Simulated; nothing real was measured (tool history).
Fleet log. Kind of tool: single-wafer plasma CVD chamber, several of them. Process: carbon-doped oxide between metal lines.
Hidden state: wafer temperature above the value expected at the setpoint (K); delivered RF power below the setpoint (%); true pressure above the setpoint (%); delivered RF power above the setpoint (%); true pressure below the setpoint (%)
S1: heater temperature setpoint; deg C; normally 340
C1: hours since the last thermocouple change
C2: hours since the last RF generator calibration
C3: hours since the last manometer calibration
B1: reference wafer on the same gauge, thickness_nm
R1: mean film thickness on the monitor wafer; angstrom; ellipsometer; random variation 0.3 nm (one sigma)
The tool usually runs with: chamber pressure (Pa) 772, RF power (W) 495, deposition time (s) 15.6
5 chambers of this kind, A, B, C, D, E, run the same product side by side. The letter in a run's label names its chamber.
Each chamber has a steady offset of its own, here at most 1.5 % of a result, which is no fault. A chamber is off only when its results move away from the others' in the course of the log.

{"run": "1A", "hour": 6.4, "S1": 340, "chamber pressure (Pa)": 772, "RF power (W)": 495, "deposition time (s)": 15.6, "C1": 1714.4, "C2": 899.9, "C3": 68.8, "B1": 100.09, "R1": 830.33}
{"run": "2D", "hour": 12.4, "S1": 340, "chamber pressure (Pa)": 772, "RF power (W)": 495, "deposition time (s)": 15.6, "C1": 120.6, "C2": 1040.4, "C3": 916.3, "B1": 100.1, "R1": 839.22}
{"run": "3B", "hour": 21.3, "S1": 340, "chamber pressure (Pa)": 772, "RF power (W)": 495, "deposition time (s)": 15.6, "C1": 859.9, "C2": 145.5, "C3": 193.5, "B1": 100.12, "R1": 842.78}
{"run": "4E", "hour": 28.1, "S1": 340, "chamber pressure (Pa)": 772, "RF power (W)": 495, "deposition time (s)": 15.6, "C1": 1282.4, "C2": 664.4, "C3": 1297.3, "B1": 100.14, "R1": 845.57}
{"run": "5C", "hour": 35.3, "S1": 340, "chamber pressure (Pa)": 772, "RF power (W)": 495, "deposition time (s)": 15.6, "C1": 879.2, "C2": 235.6, "C3": 724.4, "B1": 100.12, "R1": 839.23}
{"run": "6E", "hour": 44.5, "S1": 340, "chamber pressure (Pa)": 772, "RF power (W)": 495, "deposition time (s)": 15.6, "C1": 1298.8, "C2": 680.8, "C3": 1313.7, "B1": 100.09, "R1": 853.81}
{"run": "7D", "hour": 54.2, "S1": 340, "chamber pressure (Pa)": 772, "RF power (W)": 535, "deposition time (s)": 15.6, "C1": 162.4, "C2": 1082.2, "C3": 958.1, "B1": 100.09, "R1": 874.69}
{"run": "8B", "hour": 63.0, "S1": 340, "chamber pressure (Pa)": 772, "RF power (W)": 535, "deposition time (s)": 15.6, "C1": 901.6, "C2": 187.2, "C3": 235.2, "B1": 100.02, "R1": 884.17}
{"hour": 71.8, "done": "chamber D: capacitance manometer re-zeroed and calibrated"}
{"run": "9C", "hour": 74.8, "S1": 340, "chamber pressure (Pa)": 772, "RF power (W)": 535, "deposition time (s)": 15.6, "C1": 918.7, "C2": 275.1, "C3": 763.9, "B1": 100.09, "R1": 875.98}
{"run": "10A", "hour": 85.7, "S1": 340, "chamber pressure (Pa)": 772, "RF power (W)": 535, "deposition time (s)": 15.6, "C1": 1793.7, "C2": 979.2, "C3": 148.1, "B1": 100.07, "R1": 871.45}
{"run": "11E", "hour": 95.6, "S1": 340, "chamber pressure (Pa)": 772, "RF power (W)": 535, "deposition time (s)": 15.6, "C1": 1349.9, "C2": 731.9, "C3": 1364.8, "B1": 100.11, "R1": 888.51}
{"run": "12B", "hour": 101.9, "S1": 340, "chamber pressure (Pa)": 772, "RF power (W)": 495, "deposition time (s)": 15.6, "C1": 940.5, "C2": 226.1, "C3": 274.1, "B1": 100.18, "R1": 842.81}
{"run": "13C", "hour": 109.4, "S1": 340, "chamber pressure (Pa)": 772, "RF power (W)": 495, "deposition time (s)": 15.6, "C1": 953.3, "C2": 309.7, "C3": 798.5, "B1": 100.11, "R1": 838.59}
{"run": "14A", "hour": 117.0, "S1": 340, "chamber pressure (Pa)": 772, "RF power (W)": 495, "deposition time (s)": 15.6, "C1": 1825, "C2": 1010.5, "C3": 179.4, "B1": 100.1, "R1": 831.84}
{"run": "15D", "hour": 127.3, "S1": 353, "chamber pressure (Pa)": 772, "RF power (W)": 495, "deposition time (s)": 15.6, "C1": 235.5, "C2": 1155.3, "C3": 55.6, "B1": 100.08, "R1": 806.34}
{"run": "16E", "hour": 133.9, "S1": 353, "chamber pressure (Pa)": 772, "RF power (W)": 495, "deposition time (s)": 15.6, "C1": 1388.2, "C2": 770.2, "C3": 1403.1, "B1": 100.11, "R1": 812.21}
{"run": "17A", "hour": 142.1, "S1": 353, "chamber pressure (Pa)": 772, "RF power (W)": 495, "deposition time (s)": 15.6, "C1": 1850.1, "C2": 1035.6, "C3": 204.5, "B1": 100.01, "R1": 798.81}
{"run": "18D", "hour": 153.2, "S1": 353, "chamber pressure (Pa)": 772, "RF power (W)": 495, "deposition time (s)": 15.6, "C1": 261.4, "C2": 1181.2, "C3": 81.5, "B1": 100.12, "R1": 807.36}
{"run": "19C", "hour": 164.8, "S1": 353, "chamber pressure (Pa)": 772, "RF power (W)": 495, "deposition time (s)": 15.6, "C1": 1008.7, "C2": 365.1, "C3": 853.9, "B1": 100.1, "R1": 810.82}
{"run": "20B", "hour": 170.8, "S1": 340, "chamber pressure (Pa)": 772, "RF power (W)": 495, "deposition time (s)": 15.6, "C1": 1009.4, "C2": 295, "C3": 343, "B1": 100.09, "R1": 840.43}
{"run": "21A", "hour": 178.8, "S1": 340, "chamber pressure (Pa)": 772, "RF power (W)": 495, "deposition time (s)": 15.6, "C1": 1886.8, "C2": 1072.3, "C3": 241.2, "B1": 100.1, "R1": 828.71}
{"hour": 190.0, "done": "chamber D: RF generator calibrated"}
{"run": "22D", "hour": 190.6, "S1": 340, "chamber pressure (Pa)": 772, "RF power (W)": 570, "deposition time (s)": 12.9, "C1": 298.8, "C2": 0.7, "C3": 118.9, "B1": 100.17, "R1": 759.62}
{"run": "23C", "hour": 200.7, "S1": 340, "chamber pressure (Pa)": 772, "RF power (W)": 570, "deposition time (s)": 12.9, "C1": 1044.6, "C2": 401, "C3": 889.8, "B1": 100.02, "R1": 756.59}
{"run": "24B", "hour": 212.4, "S1": 340, "chamber pressure (Pa)": 772, "RF power (W)": 570, "deposition time (s)": 12.9, "C1": 1051, "C2": 336.6, "C3": 384.6, "B1": 100.16, "R1": 760.83}
{"run": "25E", "hour": 222.7, "S1": 340, "chamber pressure (Pa)": 772, "RF power (W)": 570, "deposition time (s)": 12.9, "C1": 1477, "C2": 859, "C3": 1491.9, "B1": 100.1, "R1": 767.45}
{"run": "26D", "hour": 229.3, "S1": 340, "chamber pressure (Pa)": 772, "RF power (W)": 570, "deposition time (s)": 12.9, "C1": 337.5, "C2": 39.4, "C3": 157.6, "B1": 100.08, "R1": 762.39}
{"run": "27C", "hour": 235.2, "S1": 340, "chamber pressure (Pa)": 772, "RF power (W)": 495, "deposition time (s)": 15.6, "C1": 1079.1, "C2": 435.5, "C3": 924.3, "B1": 100.18, "R1": 840.43}
{"run": "28E", "hour": 240.8, "S1": 340, "chamber pressure (Pa)": 632, "RF power (W)": 495, "deposition time (s)": 15.6, "C1": 1495.1, "C2": 877.1, "C3": 1510, "B1": 100.06, "R1": 827.25}
{"run": "29B", "hour": 251.3, "S1": 340, "chamber pressure (Pa)": 632, "RF power (W)": 495, "deposition time (s)": 15.6, "C1": 1089.9, "C2": 375.5, "C3": 423.5, "B1": 100.09, "R1": 816.52}
{"run": "30A", "hour": 263.8, "S1": 340, "chamber pressure (Pa)": 632, "RF power (W)": 495, "deposition time (s)": 15.6, "C1": 1971.8, "C2": 1157.3, "C3": 326.2, "B1": 100.06, "R1": 811.88}
{"run": "31B", "hour": 272.9, "S1": 340, "chamber pressure (Pa)": 632, "RF power (W)": 495, "deposition time (s)": 15.6, "C1": 1111.5, "C2": 397.1, "C3": 445.1, "B1": 100.05, "R1": 815.82}
{"run": "32A", "hour": 281.0, "S1": 340, "chamber pressure (Pa)": 632, "RF power (W)": 495, "deposition time (s)": 15.6, "C1": 1989, "C2": 1174.5, "C3": 343.4, "B1": 100.09, "R1": 805.25}

All 5 chambers run these settings next. Forecast each chamber's results:
{"run": "33A", "hour": 290.2, "S1": 340, "chamber pressure (Pa)": 772, "RF power (W)": 495, "deposition time (s)": 15.6, "R1": "?"}
{"run": "33B", "hour": 290.2, "S1": 340, "chamber pressure (Pa)": 772, "RF power (W)": 495, "deposition time (s)": 15.6, "R1": "?"}
{"run": "33C", "hour": 290.2, "S1": 340, "chamber pressure (Pa)": 772, "RF power (W)": 495, "deposition time (s)": 15.6, "R1": "?"}
{"run": "33D", "hour": 290.2, "S1": 340, "chamber pressure (Pa)": 772, "RF power (W)": 495, "deposition time (s)": 15.6, "R1": "?"}
{"run": "33E", "hour": 290.2, "S1": 340, "chamber pressure (Pa)": 772, "RF power (W)": 495, "deposition time (s)": 15.6, "R1": "?"}

run=33A R1=827.22
run=33B R1=840.55
run=33C R1=837.46
run=33D R1=842.44
run=33E R1=851.39
